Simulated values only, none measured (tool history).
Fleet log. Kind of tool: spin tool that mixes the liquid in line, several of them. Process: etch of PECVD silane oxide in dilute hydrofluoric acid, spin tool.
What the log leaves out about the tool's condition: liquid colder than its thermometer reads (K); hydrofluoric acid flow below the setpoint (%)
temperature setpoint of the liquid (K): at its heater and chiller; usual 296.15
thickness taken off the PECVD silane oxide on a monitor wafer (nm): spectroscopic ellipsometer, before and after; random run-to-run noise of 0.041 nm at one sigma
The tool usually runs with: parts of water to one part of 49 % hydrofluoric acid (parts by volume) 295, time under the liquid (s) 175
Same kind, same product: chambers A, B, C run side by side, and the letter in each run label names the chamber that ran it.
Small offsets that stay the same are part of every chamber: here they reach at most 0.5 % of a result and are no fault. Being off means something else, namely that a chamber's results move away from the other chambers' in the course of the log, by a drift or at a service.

run    day  temperature setpoint of the liquid (K)  parts of water to one part of 49 % hydrofluoric acid (parts by volume)  time under the liquid (s)  hours since the thermometer was replaced  hours since the hydrofluoric acid flow meter was replaced  read-back film thickness of the PECVD silane oxide reference wafer, read on the same gauge (nm)  thickness taken off the PECVD silane oxide on a monitor wafer (nm)
 1B  0.421                                  296.15                                                                     295                        175                                     237.2                                                      124.8                                                                                           60.025                                                              11.482
 2A  0.708                                  296.15                                                                     295                        175                                     801.7                                                       33.1                                                                                           60.001                                                              11.617
 3C  0.983                                  296.15                                                                     295                        175                                     786.4                                                     1601.9                                                                                           59.974                                                              11.562
 4C  1.342                                  296.15                                                                     295                        175                                       795                                                     1610.5                                                                                           60.046                                                              11.648
 5A  1.562                                  296.15                                                                     295                        175                                     822.2                                                       53.6                                                                                            59.98                                                              11.709
 6B   2.05                                  296.15                                                                     295                        175                                     276.3                                                      163.9                                                                                           60.022                                                               11.58
 7B  2.525                                  296.15                                                                     295                        175                                     287.7                                                      175.3                                                                                           59.991                                                              11.588
 8C  3.004                                  296.15                                                                     295                        175                                     834.9                                                     1650.4                                                                                           59.958                                                              11.639
 9A  3.383                                  296.15                                                                     295                        235                                     865.9                                                       97.3                                                                                           60.006                                                              15.529
10C  3.879                                  296.15                                                                     295                        235                                     855.9                                                     1671.4                                                                                           59.977                                                              15.616
11A  4.175                                  296.15                                                                     295                        235                                     884.9                                                      116.3                                                                                           59.968                                                              15.557
12B  4.667                                  296.15                                                                     295                        175                                     339.1                                                      226.7                                                                                           60.023                                                              11.594
13B  4.896                                  296.15                                                                     295                        175                                     344.6                                                      232.2                                                                                            60.01                                                              11.537
14C  5.138                                  296.15                                                                     210                        275                                     886.1                                                     1701.6                                                                                           59.943                                                              27.662
15A  5.479                                  296.15                                                                     210                        275                                     916.2                                                      147.6                                                                                           60.028                                                              28.047
16A  5.988                                  296.15                                                                     210                        275                                     928.4                                                      159.8                                                                                           60.004                                                              28.007
17C  6.304                                  301.15                                                                     295                        175                                     914.1                                                     1729.6                                                                                            59.95                                                              13.778
18B   6.75                                  301.15                                                                     295                        175                                     389.1                                                      276.7                                                                                           60.001                                                              13.436
19A  7.096                                  301.15                                                                     295                        175                                       955                                                      186.4                                                                                           60.006                                                              13.831
     7.329  -- chamber C: hydrofluoric acid flow meter replaced
20C  7.512                                  296.15                                                                     295                        175                                     943.1                                                        4.4                                                                                            59.99                                                              11.634
21B    7.9                                  296.15                                                                     295                        175                                     416.7                                                      304.3                                                                                           59.972                                                               11.38
22C  8.333                                  300.15                                                                     295                        175                                     962.8                                                       24.1                                                                                           59.962                                                              13.336
23A  8.729                                  300.15                                                                     295                        175                                     994.2                                                      225.6                                                                                           60.018                                                              13.348
24B  9.238                                  300.15                                                                     295                        175                                     448.8                                                      336.4                                                                                           59.937                                                              12.858
25C    9.5                                  296.15                                                                     295                        175                                     990.8                                                       52.1                                                                                           60.019                                                              11.678
26A  9.958                                  296.15                                                                     295                        175                                    1023.7                                                      255.1                                                                                           59.958                                                              11.566
27B  10.45                                  296.15                                                                     295                        175                                     477.9                                                      365.5                                                                                           59.995                                                              11.214

Each of the 3 chambers runs these same settings next. Fill in every chamber's results:
28A  10.817                                  296.15                                                                     295                        175                                                                                                                                                                                                                                                                         ?
28B  10.817                                  296.15                                                                     295                        175                                                                                                                                                                                                                                                                         ?
28C  10.817                                  296.15                                                                     295                        175                                                                                                                                                                                                                                                                         ?

run  thickness taken off the PECVD silane oxide on a monitor wafer (nm)
28A                                                              11.526
28B                                                              11.098
28C                                                              11.723

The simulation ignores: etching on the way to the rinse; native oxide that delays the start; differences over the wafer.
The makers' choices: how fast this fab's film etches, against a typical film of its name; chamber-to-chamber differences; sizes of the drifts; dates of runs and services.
